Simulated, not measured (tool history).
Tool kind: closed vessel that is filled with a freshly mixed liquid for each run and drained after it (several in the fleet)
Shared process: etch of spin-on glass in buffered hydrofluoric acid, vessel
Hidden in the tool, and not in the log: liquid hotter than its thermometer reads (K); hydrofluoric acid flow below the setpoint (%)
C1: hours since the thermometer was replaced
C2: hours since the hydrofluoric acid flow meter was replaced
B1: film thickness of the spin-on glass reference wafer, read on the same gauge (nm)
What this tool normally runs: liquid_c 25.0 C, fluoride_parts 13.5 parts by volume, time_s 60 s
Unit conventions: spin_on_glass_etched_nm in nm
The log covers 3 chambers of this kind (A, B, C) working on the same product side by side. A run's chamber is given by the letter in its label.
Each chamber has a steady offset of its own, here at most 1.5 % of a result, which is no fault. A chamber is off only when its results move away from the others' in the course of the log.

run 1B hour=7.2 | liquid_c=25.0 fluoride_parts=13.5 time_s=60 | C1=1246.3 C2=943.7 | B1=139.98 | spin_on_glass_etched_nm=227.21
run 2C hour=13.4 | liquid_c=25.0 fluoride_parts=13.5 time_s=60 | C1=335.4 C2=919.8 | B1=140.00 | spin_on_glass_etched_nm=229.63
run 3A hour=20.9 | liquid_c=25.0 fluoride_parts=13.5 time_s=60 | C1=488.2 C2=347.6 | B1=140.01 | spin_on_glass_etched_nm=230.16
run 4C hour=29.6 | liquid_c=25.0 fluoride_parts=13.5 time_s=60 | C1=351.6 C2=936.0 | B1=139.98 | spin_on_glass_etched_nm=226.95
run 5A hour=36.2 | liquid_c=25.0 fluoride_parts=13.5 time_s=60 | C1=503.5 C2=362.9 | B1=139.99 | spin_on_glass_etched_nm=229.45
run 6B hour=48.6 | liquid_c=25.0 fluoride_parts=13.5 time_s=60 | C1=1287.7 C2=985.1 | B1=140.00 | spin_on_glass_etched_nm=223.96
run 7C hour=56.7 | liquid_c=25.0 fluoride_parts=13.5 time_s=60 | C1=378.7 C2=963.1 | B1=140.01 | spin_on_glass_etched_nm=226.88
run 8A hour=66.3 | liquid_c=25.0 fluoride_parts=13.5 time_s=60 | C1=533.6 C2=393.0 | B1=140.03 | spin_on_glass_etched_nm=231.70
run 9B hour=76.6 | liquid_c=25.0 fluoride_parts=13.5 time_s=60 | C1=1315.7 C2=1013.1 | B1=140.02 | spin_on_glass_etched_nm=223.84
run 10C hour=88.8 | liquid_c=25.0 fluoride_parts=13.5 time_s=60 | C1=410.8 C2=995.2 | B1=140.02 | spin_on_glass_etched_nm=228.85
run 11A hour=96.8 | liquid_c=25.0 fluoride_parts=13.5 time_s=60 | C1=564.1 C2=423.5 | B1=140.01 | spin_on_glass_etched_nm=231.05
run 12B hour=108.7 | liquid_c=25.0 fluoride_parts=13.5 time_s=60 | C1=1347.8 C2=1045.2 | B1=140.01 | spin_on_glass_etched_nm=228.56
run 13C hour=120.0 | liquid_c=25.0 fluoride_parts=10.0 time_s=60 | C1=442.0 C2=1026.4 | B1=140.02 | spin_on_glass_etched_nm=302.57
run 14B hour=127.9 | liquid_c=25.0 fluoride_parts=10.0 time_s=60 | C1=1367.0 C2=1064.4 | B1=140.00 | spin_on_glass_etched_nm=306.09
-- hour=135.0 chamber B: hydrofluoric acid flow meter replaced
run 15A hour=140.7 | liquid_c=25.0 fluoride_parts=10.0 time_s=60 | C1=608.0 C2=467.4 | B1=140.00 | spin_on_glass_etched_nm=299.78
run 16A hour=151.1 | liquid_c=25.0 fluoride_parts=13.5 time_s=60 | C1=618.4 C2=477.8 | B1=140.00 | spin_on_glass_etched_nm=233.58
run 17B hour=163.9 | liquid_c=25.0 fluoride_parts=13.5 time_s=60 | C1=1403.0 C2=28.9 | B1=140.00 | spin_on_glass_etched_nm=232.08
run 18C hour=171.0 | liquid_c=25.0 fluoride_parts=13.5 time_s=60 | C1=493.0 C2=1077.4 | B1=139.99 | spin_on_glass_etched_nm=227.01
run 19B hour=181.2 | liquid_c=29.5 fluoride_parts=13.5 time_s=45 | C1=1420.3 C2=46.2 | B1=139.99 | spin_on_glass_etched_nm=221.57
run 20A hour=191.2 | liquid_c=29.5 fluoride_parts=13.5 time_s=45 | C1=658.5 C2=517.9 | B1=140.01 | spin_on_glass_etched_nm=222.04
-- hour=196.5 chamber A: hydrofluoric acid flow meter replaced
run 21C hour=204.0 | liquid_c=29.5 fluoride_parts=13.5 time_s=45 | C1=526.0 C2=1110.4 | B1=140.00 | spin_on_glass_etched_nm=218.91
run 22A hour=214.4 | liquid_c=25.0 fluoride_parts=13.5 time_s=60 | C1=681.7 C2=18.0 | B1=140.02 | spin_on_glass_etched_nm=227.42
run 23B hour=224.0 | liquid_c=25.0 fluoride_parts=13.5 time_s=60 | C1=1463.1 C2=89.0 | B1=140.00 | spin_on_glass_etched_nm=236.38

Decide between three cases: one chamber stands off from its peers, the gauge reading all wafers drifts, or nothing is wrong past each chamber's small offset. Where a chamber is off, say which and what most likely put it there.

One chamber, B, drifts off from the rest bit by bit.
Cause: liquid hotter than its thermometer reads (K) = 1.04.

Below are 4 candidate recipes for chamber B's next run, each the usual settings with a change, their results shown as question marks. Which of them brings B's results back in line with what the other chambers give on the usual settings?
To be in line, a result may differ from the other chambers' mean on the usual settings by at most: spin_on_glass_etched_nm 6.00 nm
run 24B-1 hour=233.2 | liquid_c=26.5 fluoride_parts=13.5 time_s=60 | spin_on_glass_etched_nm=?
run 24B-2 hour=233.2 | liquid_c=25.0 fluoride_parts=13.0 time_s=60 | spin_on_glass_etched_nm=?
run 24B-3 hour=233.2 | liquid_c=25.0 fluoride_parts=14.0 time_s=60 | spin_on_glass_etched_nm=?
run 24B-4 hour=233.2 | liquid_c=24.5 fluoride_parts=14.5 time_s=60 | spin_on_glass_etched_nm=?

The mean the other chambers reach with the usual settings: spin_on_glass_etched_nm 228.63 nm
run=24B-1 spin_on_glass_etched_nm=258.09
run=24B-2 spin_on_glass_etched_nm=247.32
run=24B-3 spin_on_glass_etched_nm=230.10
run=24B-4 spin_on_glass_etched_nm=216.54
24B-3 is the one that brings the chamber's results back in line with the other chambers.
